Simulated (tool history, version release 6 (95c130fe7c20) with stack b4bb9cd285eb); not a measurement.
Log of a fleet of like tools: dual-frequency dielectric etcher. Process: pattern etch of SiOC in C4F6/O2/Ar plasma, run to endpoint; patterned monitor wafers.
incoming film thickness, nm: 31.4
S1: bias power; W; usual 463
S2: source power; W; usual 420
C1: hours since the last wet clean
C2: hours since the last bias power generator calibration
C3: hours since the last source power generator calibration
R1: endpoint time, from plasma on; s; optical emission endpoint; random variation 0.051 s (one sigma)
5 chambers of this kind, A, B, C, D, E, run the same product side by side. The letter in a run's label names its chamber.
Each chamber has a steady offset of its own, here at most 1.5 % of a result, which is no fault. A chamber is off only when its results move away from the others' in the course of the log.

run,hour,S1,S2,C1,C2,C3,R1
1C,11.7,463,420,334.9,479.6,552.6,10.741
# hour 19.9: chamber B: wet clean of the chamber
2B,22.1,463,420,2.3,1953.5,1710.7,10.666
3E,32.8,463,420,32.9,3663.6,1708.6,10.901
4A,46.4,463,420,402.5,2911.7,1579.1,10.773
5D,56.9,463,420,232.8,4130.1,1514.3,10.952
# hour 66.3: chamber E: bias power generator calibrated
6B,71,463,420,51.2,2002.4,1759.6,10.606
7C,80.6,463,420,403.8,548.5,621.5,10.651
8E,90.5,463,420,90.6,24.3,1766.3,10.829
9A,101.8,463,420,457.9,2967.1,1634.5,10.681
# hour 113.2: chamber D: source power generator calibrated
10D,113.9,463,420,289.8,4187.1,0.8,10.77
11E,122.5,463,420,122.6,56.3,1798.3,10.89
12D,135.6,463,420,311.5,4208.8,22.5,10.775
13B,148.5,463,420,128.7,2079.9,1837.1,10.654
14C,160.3,463,420,483.5,628.2,701.2,10.656
15A,176.4,463,420,532.5,3041.7,1709.1,10.766
# hour 182.5: chamber C: wet clean of the chamber
16C,187.1,463,420,4.6,655,728,10.728
17A,200.4,463,480,556.5,3065.7,1733.1,10.192
18D,209.7,463,480,385.6,4282.9,96.6,10.273
# hour 225.4: chamber A: wet clean of the chamber
19B,225.6,463,480,205.8,2157,1914.2,10.215
20E,237.5,463,480,237.6,171.3,1913.3,10.298
21B,251.5,463,480,231.7,2182.9,1940.1,10.325
22D,262.5,463,420,438.4,4335.7,149.4,10.74
23E,278,463,420,278.1,211.8,1953.8,10.783
24C,290.1,463,420,107.6,758,831,10.611
25A,303.5,463,420,78.1,3168.8,1836.2,10.714
26A,314.4,427,510,89,3179.7,1847.1,10.383
27E,325.3,427,510,325.4,259.1,2001.1,10.438
28C,332.4,427,510,149.9,800.3,873.3,10.264
# hour 341.5: chamber B: wet clean of the chamber
29D,344.6,427,510,520.5,4417.8,231.5,10.281
30B,360.2,427,510,18.7,2291.6,2048.8,10.259
# hour 364.6: chamber D: wet clean of the chamber
31D,368,463,420,3.4,4441.2,254.9,10.774
32E,378.6,536,450,378.7,312.4,2054.4,10.079
33B,385.6,536,450,44.1,2317,2074.2,9.8171
34C,398.7,536,450,216.2,866.6,939.6,9.9295
35A,413,536,450,187.6,3278.3,1945.7,9.8756
36C,420.9,536,450,238.4,888.8,961.8,9.878

What goes on in this fleet: one chamber off, a drifting gauge, or nothing beyond the chambers' own small offsets? Name the chamber and the cause, if any.

No chamber stands off beyond its own small offset, and the gauge holds steady.
